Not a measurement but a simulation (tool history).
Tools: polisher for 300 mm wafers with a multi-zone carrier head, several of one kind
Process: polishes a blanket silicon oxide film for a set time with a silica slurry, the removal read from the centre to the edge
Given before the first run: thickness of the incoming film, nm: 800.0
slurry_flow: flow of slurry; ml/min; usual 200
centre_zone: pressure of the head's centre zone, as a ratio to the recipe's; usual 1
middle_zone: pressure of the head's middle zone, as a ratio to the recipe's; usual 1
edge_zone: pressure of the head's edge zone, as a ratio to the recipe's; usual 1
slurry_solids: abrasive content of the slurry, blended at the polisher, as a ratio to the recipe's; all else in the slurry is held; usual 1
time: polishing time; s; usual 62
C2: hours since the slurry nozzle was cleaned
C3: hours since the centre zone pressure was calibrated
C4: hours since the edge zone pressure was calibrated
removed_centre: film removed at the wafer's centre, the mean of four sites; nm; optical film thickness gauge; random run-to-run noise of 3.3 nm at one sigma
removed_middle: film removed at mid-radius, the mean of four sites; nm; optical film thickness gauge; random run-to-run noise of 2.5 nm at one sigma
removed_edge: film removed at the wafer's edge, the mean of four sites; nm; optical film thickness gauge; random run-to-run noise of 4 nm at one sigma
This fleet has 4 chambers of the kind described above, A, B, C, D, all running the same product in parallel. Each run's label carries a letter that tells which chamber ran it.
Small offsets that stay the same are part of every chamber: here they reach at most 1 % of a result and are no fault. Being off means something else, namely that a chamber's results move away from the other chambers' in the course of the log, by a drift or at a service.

Run 1A, hour 3.2: usual settings; wafers polished on this pad 306; C2 84.6; C3 165.6; C4 206.6. Result: removed_centre 265.29 nm, removed_middle 269.14 nm, removed_edge 266.07 nm.
Run 2D, hour 9.8: usual settings; wafers polished on this pad 474; C2 539.7; C3 1106.7; C4 820.3. Result: removed_centre 264.22 nm, removed_middle 261.83 nm, removed_edge 271.54 nm.
Run 3B, hour 15.3: usual settings; wafers polished on this pad 507; C2 26.1; C3 228; C4 104.1. Result: removed_centre 263.37 nm, removed_middle 265.69 nm, removed_edge 266.17 nm.
Run 4C, hour 20.4: usual settings; wafers polished on this pad 335; C2 550.7; C3 1417.5; C4 86.4. Result: removed_centre 258.32 nm, removed_middle 264.78 nm, removed_edge 265.71 nm.
At hour 27.7: chamber D: worn pad replaced by a new one.
Run 5D, hour 27.8: usual settings; wafers polished on this pad 1; C2 557.7; C3 1124.7; C4 838.3. Result: removed_centre 269.62 nm, removed_middle 272.84 nm, removed_edge 275.44 nm.
At hour 28.4: chamber C: slurry nozzle cleaned.
At hour 29: chamber B: worn pad replaced by a new one.
At hour 30.9: chamber D: centre zone pressure recalibrated.
Run 6C, hour 33.4: usual settings; wafers polished on this pad 458; C2 5.1; C3 1430.5; C4 99.4. Result: removed_centre 265.98 nm, removed_middle 264.45 nm, removed_edge 263.18 nm.
Run 7B, hour 37.4: usual settings; wafers polished on this pad 80; C2 48.2; C3 250.1; C4 126.2. Result: removed_centre 267.9 nm, removed_middle 264.73 nm, removed_edge 272.35 nm.
Run 8A, hour 44.5: usual settings but slurry_solids 1.2; wafers polished on this pad 699; C2 125.9; C3 206.9; C4 247.9. Result: removed_centre 272.2 nm, removed_middle 275.59 nm, removed_edge 286.28 nm.
Run 9A, hour 49: usual settings but slurry_solids 1.2; wafers polished on this pad 742; C2 130.4; C3 211.4; C4 252.4. Result: removed_centre 278.73 nm, removed_middle 277.35 nm, removed_edge 265.29 nm.
At hour 50.3: chamber C: centre zone pressure recalibrated.
Run 10D, hour 56.3: usual settings but slurry_solids 1.2; wafers polished on this pad 272; C2 586.2; C3 25.5; C4 866.8. Result: removed_centre 294.63 nm, removed_middle 283.93 nm, removed_edge 287.61 nm.
Run 11B, hour 63.5: usual settings but slurry_solids 1.2; wafers polished on this pad 329; C2 74.3; C3 276.2; C4 152.3. Result: removed_centre 286.01 nm, removed_middle 287.79 nm, removed_edge 285.28 nm.
Run 12C, hour 70.4: usual settings; wafers polished on this pad 811; C2 42.1; C3 20.1; C4 136.4. Result: removed_centre 268.88 nm, removed_middle 266.98 nm, removed_edge 263.15 nm.
At hour 70.6: chamber C: worn pad replaced by a new one.
Run 13B, hour 73.9: usual settings; wafers polished on this pad 428; C2 84.7; C3 286.6; C4 162.7. Result: removed_centre 268.31 nm, removed_middle 268.14 nm, removed_edge 273.27 nm.
Run 14C, hour 77.7: usual settings; wafers polished on this pad 68; C2 49.4; C3 27.4; C4 143.7. Result: removed_centre 263.46 nm, removed_middle 269.66 nm, removed_edge 262.64 nm.
Run 15A, hour 84.6: usual settings; wafers polished on this pad 1081; C2 166; C3 247; C4 288. Result: removed_centre 246.8 nm, removed_middle 250.79 nm, removed_edge 240.8 nm.
At hour 89.1: chamber B: worn pad replaced by a new one.
Run 16D, hour 89.3: usual settings; wafers polished on this pad 586; C2 619.2; C3 58.5; C4 899.8. Result: removed_centre 262.39 nm, removed_middle 264.6 nm, removed_edge 262.34 nm.
Run 17C, hour 95.5: usual settings; wafers polished on this pad 238; C2 67.2; C3 45.2; C4 161.5. Result: removed_centre 266.88 nm, removed_middle 268.56 nm, removed_edge 266.36 nm.
At hour 96.3: chamber D: worn pad replaced by a new one.
Run 18B, hour 101.7: usual settings; wafers polished on this pad 120; C2 112.5; C3 314.4; C4 190.5. Result: removed_centre 267.54 nm, removed_middle 268.7 nm, removed_edge 273.23 nm.
Run 19D, hour 107.6: usual settings; wafers polished on this pad 107; C2 637.5; C3 76.8; C4 918.1. Result: removed_centre 266.99 nm, removed_middle 267.77 nm, removed_edge 262.08 nm.
At hour 113.3: chamber D: edge zone pressure recalibrated.
Run 20A, hour 114: usual settings; wafers polished on this pad 1361; C2 195.4; C3 276.4; C4 317.4. Result: removed_centre 240.18 nm, removed_middle 237.39 nm, removed_edge 238.47 nm.
Run 21A, hour 117.5: usual settings; wafers polished on this pad 1394; C2 198.9; C3 279.9; C4 320.9. Result: removed_centre 239.04 nm, removed_middle 239.11 nm, removed_edge 239.74 nm.
Run 22B, hour 122.4: usual settings; wafers polished on this pad 317; C2 133.2; C3 335.1; C4 211.2. Result: removed_centre 268.87 nm, removed_middle 266.07 nm, removed_edge 275.81 nm.
Run 23C, hour 128: usual settings; wafers polished on this pad 547; C2 99.7; C3 77.7; C4 194. Result: removed_centre 268.37 nm, removed_middle 263.98 nm, removed_edge 260.81 nm.
Run 24D, hour 131.3: usual settings but middle_zone 1.05; wafers polished on this pad 333; C2 661.2; C3 100.5; C4 18.1. Result: removed_centre 266.47 nm, removed_middle 281.19 nm, removed_edge 268.4 nm.
Run 25C, hour 136.6: usual settings but middle_zone 1.05; wafers polished on this pad 629; C2 108.3; C3 86.3; C4 202.6. Result: removed_centre 269.89 nm, removed_middle 281.39 nm, removed_edge 261.7 nm.
Run 26B, hour 142.1: usual settings but middle_zone 1.05; wafers polished on this pad 504; C2 152.9; C3 354.8; C4 230.9. Result: removed_centre 268.19 nm, removed_middle 275.58 nm, removed_edge 267.98 nm.

Decide between three cases: one chamber stands off from its peers, the gauge reading all wafers drifts, or nothing is wrong past each chamber's small offset. Where a chamber is off, say which and what most likely put it there.

One chamber, A, drifts off from the rest bit by bit.
What lies behind it: removal rate lost through wear of the pad, % = 14.2.

Here are 4 candidates for chamber A's next run, each the usual settings with a change, their results left as question marks. Which one brings its results back in line with what the others give on the usual settings?
To be in line, a result may differ from the other chambers' mean on the usual settings by at most: removed_centre 12 nm; removed_middle 8.6 nm; removed_edge 14 nm
Run 27A-1, hour 147.3: usual settings but slurry_flow 195 ml/min, edge_zone 0.99, slurry_solids 0.95, time 54 s. Result: removed_centre ?, removed_middle ?, removed_edge ?.
Run 27A-2, hour 147.3: usual settings but time 59 s. Result: removed_centre ?, removed_middle ?, removed_edge ?.
Run 27A-3, hour 147.3: usual settings but time 66 s. Result: removed_centre ?, removed_middle ?, removed_edge ?.
Run 27A-4, hour 147.3: usual settings but slurry_flow 205 ml/min, edge_zone 1.01, slurry_solids 1.05, time 70 s. Result: removed_centre ?, removed_middle ?, removed_edge ?.

What the other chambers average on the usual settings: removed_centre 265.89 nm; removed_middle 266.38 nm; removed_edge 267.15 nm
  run  removed_centre  removed_middle  removed_edge
27A-1          193.04          194.46        193.37
27A-2          216.79          218.27        217.98
27A-3          242.51          244.17        243.84
27A-4          263.85          265.55        266.33
27A-4 is the one that brings the chamber's results back in line with the other chambers.
